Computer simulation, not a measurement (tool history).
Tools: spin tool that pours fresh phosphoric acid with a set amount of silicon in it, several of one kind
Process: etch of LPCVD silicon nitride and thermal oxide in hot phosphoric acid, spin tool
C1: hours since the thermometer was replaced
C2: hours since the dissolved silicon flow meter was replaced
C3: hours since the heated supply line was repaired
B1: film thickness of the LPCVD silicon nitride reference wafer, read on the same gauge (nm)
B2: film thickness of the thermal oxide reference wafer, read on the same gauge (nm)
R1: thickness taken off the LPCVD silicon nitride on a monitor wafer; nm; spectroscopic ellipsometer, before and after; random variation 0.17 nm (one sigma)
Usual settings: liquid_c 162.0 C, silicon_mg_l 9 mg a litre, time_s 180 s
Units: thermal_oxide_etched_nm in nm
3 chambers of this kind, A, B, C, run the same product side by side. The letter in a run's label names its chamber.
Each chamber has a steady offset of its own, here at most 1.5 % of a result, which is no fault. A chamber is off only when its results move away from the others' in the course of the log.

Run 1B, hour 6.4: usual settings; C1 244.0; C2 66.1; C3 1331.3; B1 139.99; B2 140.01. Result: R1 18.9920 nm, thermal_oxide_etched_nm 0.49302 nm.
Run 2C, hour 18.4: usual settings; C1 453.4; C2 728.9; C3 44.3; B1 139.99; B2 139.98. Result: R1 18.7450 nm, thermal_oxide_etched_nm 0.47014 nm.
Run 3A, hour 25.7: usual settings; C1 1545.9; C2 1480.0; C3 575.7; B1 140.00; B2 140.01. Result: R1 18.9380 nm, thermal_oxide_etched_nm 0.45787 nm.
Run 4C, hour 31.9: usual settings; C1 466.9; C2 742.4; C3 57.8; B1 140.00; B2 139.99. Result: R1 18.8270 nm, thermal_oxide_etched_nm 0.44016 nm.
Run 5A, hour 38.8: usual settings; C1 1559.0; C2 1493.1; C3 588.8; B1 140.01; B2 139.99. Result: R1 19.0110 nm, thermal_oxide_etched_nm 0.51238 nm.
Run 6B, hour 49.0: usual settings; C1 286.6; C2 108.7; C3 1373.9; B1 140.00; B2 140.00. Result: R1 18.9530 nm, thermal_oxide_etched_nm 0.44710 nm.
Run 7C, hour 60.0: usual settings but time_s 265 s; C1 495.0; C2 770.5; C3 85.9; B1 140.01; B2 139.99. Result: R1 27.8890 nm, thermal_oxide_etched_nm 0.66787 nm.
Run 8B, hour 70.2: usual settings but time_s 265 s; C1 307.8; C2 129.9; C3 1395.1; B1 139.99; B2 139.96. Result: R1 27.4820 nm, thermal_oxide_etched_nm 0.73519 nm.
Run 9A, hour 78.9: usual settings but time_s 265 s; C1 1599.1; C2 1533.2; C3 628.9; B1 139.98; B2 140.00. Result: R1 27.5150 nm, thermal_oxide_etched_nm 0.78653 nm.
Run 10C, hour 90.4: usual settings but liquid_c 163.0 C, time_s 90 s; C1 525.4; C2 800.9; C3 116.3; B1 140.00; B2 140.03. Result: R1 9.6402 nm, thermal_oxide_etched_nm 0.24703 nm.
Run 11A, hour 100.4: usual settings but liquid_c 163.0 C, time_s 90 s; C1 1620.6; C2 1554.7; C3 650.4; B1 140.01; B2 139.99. Result: R1 9.7871 nm, thermal_oxide_etched_nm 0.24991 nm.
Run 12B, hour 108.9: usual settings but liquid_c 163.0 C, time_s 90 s; C1 346.5; C2 168.6; C3 1433.8; B1 140.01; B2 140.01. Result: R1 9.6027 nm, thermal_oxide_etched_nm 0.26320 nm.
Run 13A, hour 118.3: usual settings; C1 1638.5; C2 1572.6; C3 668.3; B1 140.01; B2 140.01. Result: R1 19.0160 nm, thermal_oxide_etched_nm 0.50624 nm.
Run 14B, hour 124.3: usual settings; C1 361.9; C2 184.0; C3 1449.2; B1 140.01; B2 140.01. Result: R1 18.7120 nm, thermal_oxide_etched_nm 0.43060 nm.
Run 15C, hour 131.0: usual settings; C1 566.0; C2 841.5; C3 156.9; B1 140.02; B2 140.01. Result: R1 18.7390 nm, thermal_oxide_etched_nm 0.49166 nm.
Run 16B, hour 138.3: usual settings; C1 375.9; C2 198.0; C3 1463.2; B1 139.99; B2 140.03. Result: R1 18.8970 nm, thermal_oxide_etched_nm 0.46978 nm.
Run 17A, hour 144.8: usual settings; C1 1665.0; C2 1599.1; C3 694.8; B1 139.99; B2 140.03. Result: R1 18.9180 nm, thermal_oxide_etched_nm 0.48114 nm.
Run 18C, hour 155.1: usual settings but liquid_c 164.5 C, time_s 255 s; C1 590.1; C2 865.6; C3 181.0; B1 140.02; B2 140.01. Result: R1 29.3320 nm, thermal_oxide_etched_nm 0.76399 nm.
Run 19B, hour 161.4: usual settings but liquid_c 164.5 C, time_s 255 s; C1 399.0; C2 221.1; C3 1486.3; B1 140.00; B2 140.03. Result: R1 28.9220 nm, thermal_oxide_etched_nm 0.96760 nm.
Run 20A, hour 172.6: usual settings but liquid_c 164.5 C, time_s 255 s; C1 1692.8; C2 1626.9; C3 722.6; B1 139.98; B2 140.01. Result: R1 29.6410 nm, thermal_oxide_etched_nm 0.77043 nm.
Run 21C, hour 184.9: usual settings; C1 619.9; C2 895.4; C3 210.8; B1 139.99; B2 139.99. Result: R1 18.8900 nm, thermal_oxide_etched_nm 0.42798 nm.
Run 22C, hour 194.9: usual settings; C1 629.9; C2 905.4; C3 220.8; B1 140.00; B2 140.01. Result: R1 18.5430 nm, thermal_oxide_etched_nm 0.47744 nm.
Run 23A, hour 200.5: usual settings; C1 1720.7; C2 1654.8; C3 750.5; B1 140.02; B2 140.00. Result: R1 19.2410 nm, thermal_oxide_etched_nm 0.53935 nm.
Run 24B, hour 208.1: usual settings; C1 445.7; C2 267.8; C3 1533.0; B1 140.01; B2 140.01. Result: R1 18.5700 nm, thermal_oxide_etched_nm 0.48603 nm.
Run 25C, hour 215.3: usual settings but silicon_mg_l 14 mg a litre, time_s 130 s; C1 650.3; C2 925.8; C3 241.2; B1 139.98; B2 139.97. Result: R1 13.3150 nm, thermal_oxide_etched_nm 0.23671 nm.
Run 26B, hour 226.7: usual settings but silicon_mg_l 14 mg a litre, time_s 130 s; C1 464.3; C2 286.4; C3 1551.6; B1 139.99; B2 140.02. Result: R1 13.6860 nm, thermal_oxide_etched_nm 0.34169 nm.
Run 27A, hour 239.3: usual settings but silicon_mg_l 14 mg a litre, time_s 130 s; C1 1759.5; C2 1693.6; C3 789.3; B1 139.98; B2 140.03. Result: R1 13.8420 nm, thermal_oxide_etched_nm 0.31231 nm.
Run 28B, hour 245.7: usual settings; C1 483.3; C2 305.4; C3 1570.6; B1 139.98; B2 140.02. Result: R1 18.8730 nm, thermal_oxide_etched_nm 0.40446 nm.
Run 29A, hour 255.8: usual settings; C1 1776.0; C2 1710.1; C3 805.8; B1 140.01; B2 139.97. Result: R1 18.8040 nm, thermal_oxide_etched_nm 0.53041 nm.
Run 30C, hour 262.6: usual settings; C1 697.6; C2 973.1; C3 288.5; B1 140.02; B2 139.99. Result: R1 18.2470 nm, thermal_oxide_etched_nm 0.45995 nm.
Run 31C, hour 275.0: usual settings; C1 710.0; C2 985.5; C3 300.9; B1 140.00; B2 139.98. Result: R1 18.0110 nm, thermal_oxide_etched_nm 0.38520 nm.
Run 32A, hour 282.5: usual settings; C1 1802.7; C2 1736.8; C3 832.5; B1 140.01; B2 140.01. Result: R1 18.6590 nm, thermal_oxide_etched_nm 0.52040 nm.
Run 33B, hour 291.5: usual settings; C1 529.1; C2 351.2; C3 1616.4; B1 140.02; B2 140.01. Result: R1 18.6070 nm, thermal_oxide_etched_nm 0.44649 nm.
Run 34B, hour 299.3: usual settings; C1 536.9; C2 359.0; C3 1624.2; B1 140.00; B2 140.00. Result: R1 18.7820 nm, thermal_oxide_etched_nm 0.47968 nm.
Run 35C, hour 308.9: usual settings; C1 743.9; C2 1019.4; C3 334.8; B1 140.00; B2 139.98. Result: R1 17.8720 nm, thermal_oxide_etched_nm 0.40758 nm.
At hour 319.0: chamber A: dissolved silicon flow meter replaced.
Run 36A, hour 319.0: usual settings; C1 1839.2; C2 0.1; C3 869.0; B1 139.99; B2 139.99. Result: R1 19.0420 nm, thermal_oxide_etched_nm 0.43006 nm.
Run 37A, hour 329.5: usual settings; C1 1849.7; C2 10.6; C3 879.5; B1 139.99; B2 139.99. Result: R1 19.2050 nm, thermal_oxide_etched_nm 0.40316 nm.
Run 38C, hour 338.0: usual settings; C1 773.0; C2 1048.5; C3 363.9; B1 140.01; B2 140.02. Result: R1 17.8850 nm, thermal_oxide_etched_nm 0.42319 nm.

Is one chamber off against the others, does the gauge drift, or is nothing wrong? If a chamber is off, say which, and what the likeliest cause is.

Chamber C drifts away from the others.
Cause: liquid colder than its thermometer reads (K) = 1.45.
The log may not tell that from: temperature lost on the way to the wafer (K).

Here are 4 candidates for chamber C's next run, each the usual settings with a change, their results left as question marks. Which one brings its results back in line with what the others give on the usual settings?
In line means no further than this from the other chambers' mean on the usual settings: R1 0.5900 nm; thermal_oxide_etched_nm 0.14000 nm
Run 39C-1, hour 347.2: usual settings but liquid_c 161.0 C, silicon_mg_l 12.0 mg a litre, time_s 165 s. Result: R1 ?, thermal_oxide_etched_nm ?.
Run 39C-2, hour 347.2: usual settings but liquid_c 162.5 C, silicon_mg_l 7.5 mg a litre, time_s 185 s. Result: R1 ?, thermal_oxide_etched_nm ?.
Run 39C-3, hour 347.2: usual settings but liquid_c 161.5 C, silicon_mg_l 10.5 mg a litre, time_s 175 s. Result: R1 ?, thermal_oxide_etched_nm ?.
Run 39C-4, hour 347.2: usual settings but liquid_c 163.0 C, silicon_mg_l 6.0 mg a litre, time_s 195 s. Result: R1 ?, thermal_oxide_etched_nm ?.

The other chambers' mean on the usual settings: R1 18.9010 nm; thermal_oxide_etched_nm 0.48294 nm
  run       R1  thermal_oxide_etched_nm
39C-1  15.9320                  0.37034
39C-2  18.7910                  0.51291
39C-3  17.1840                  0.42184
39C-4  20.1470                  0.57905
39C-2 brings the chamber back in line.

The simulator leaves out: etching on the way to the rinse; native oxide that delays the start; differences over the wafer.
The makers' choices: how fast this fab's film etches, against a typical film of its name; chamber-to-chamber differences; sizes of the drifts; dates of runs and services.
